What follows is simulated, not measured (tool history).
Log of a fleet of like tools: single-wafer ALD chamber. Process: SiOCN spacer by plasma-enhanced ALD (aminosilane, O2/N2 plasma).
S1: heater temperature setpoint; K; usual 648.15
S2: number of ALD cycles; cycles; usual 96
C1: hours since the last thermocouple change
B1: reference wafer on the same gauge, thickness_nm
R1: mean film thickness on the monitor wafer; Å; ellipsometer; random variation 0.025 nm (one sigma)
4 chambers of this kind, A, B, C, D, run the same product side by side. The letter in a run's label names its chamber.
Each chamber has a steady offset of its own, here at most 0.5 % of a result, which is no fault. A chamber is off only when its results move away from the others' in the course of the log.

run    day      S1  S2      C1      B1      R1
 1C  0.100  648.15  96  2099.2  5.2685  58.340
 2B  0.200  648.15  96  2038.4  5.2730  57.898
 3A  0.367  648.15  96   908.7  5.2697  58.090
 4D  0.525  648.15  96  1384.0  5.2707  57.557
 5C  0.638  638.15  90  2112.1  5.2716  54.648
 6B  0.771  638.15  90  2052.1  5.2681  54.613
 7A  0.962  638.15  90   923.0  5.2677  54.183
 8D  1.104  638.15  90  1397.9  5.2737  54.022
 9D  1.262  648.15  77  1401.7  5.2756  46.504
10B  1.462  648.15  77  2068.7  5.2744  46.769
11A  1.554  648.15  77   937.2  5.2685  46.290
12C  1.688  648.15  77  2137.3  5.2713  46.884
13A  1.854  648.15  96   944.4  5.2640  58.033
14D  1.983  648.15  96  1419.0  5.2747  57.575
15B  2.083  648.15  96  2083.6  5.2623  58.055
16C  2.217  648.15  96  2150.0  5.2619  58.561
17D  2.362  648.15  96  1428.1  5.2696  57.315
18C  2.458  648.15  96  2155.8  5.2719  58.331
19A  2.588  648.15  96   962.0  5.2752  58.355
20B  2.779  648.15  96  2100.3  5.2634  58.190
21C  2.967  648.15  96  2168.0  5.2731  57.752
22B  3.100  648.15  96  2108.0  5.2629  57.938
23D  3.233  648.15  96  1449.0  5.2686  57.625
24A  3.338  648.15  96   980.0  5.2705  58.149
25B  3.471  648.15  96  2116.9  5.2731  58.591
26D  3.575  648.15  78  1457.2  5.2695  46.957
27A  3.675  648.15  78   988.1  5.2705  47.194
28C  3.883  648.15  78  2190.0  5.2651  47.425
29C  4.071  648.15  78  2194.5  5.2734  47.183
30A  4.212  648.15  96  1001.0  5.2680  57.896
     4.258  -- chamber A: thermocouple changed; heater temperature recalibrated
31D  4.346  648.15  96  1475.7  5.2714  57.445
32B  4.533  656.15  85  2142.4  5.2722  51.469
33B  4.671  656.15  85  2145.7  5.2684  51.685
34A  4.850  656.15  85    14.3  5.2717  51.425
35C  5.017  656.15  85  2217.2  5.2633  51.624
36D  5.183  648.15  96  1495.8  5.2764  57.909
37D  5.283  648.15  96  1498.2  5.2734  57.825
38A  5.408  648.15  96    27.7  5.2656  58.036
39B  5.567  648.15  96  2167.2  5.2705  57.940

All chambers now run identical settings, listed one chamber a line with results as question marks. What results will each chamber show?
40A  5.717  648.15  96           ?
40B  5.717  648.15  96           ?
40C  5.717  648.15  96           ?
40D  5.717  648.15  96           ?

run      R1
40A  58.114
40B  58.206
40C  58.060
40D  57.799
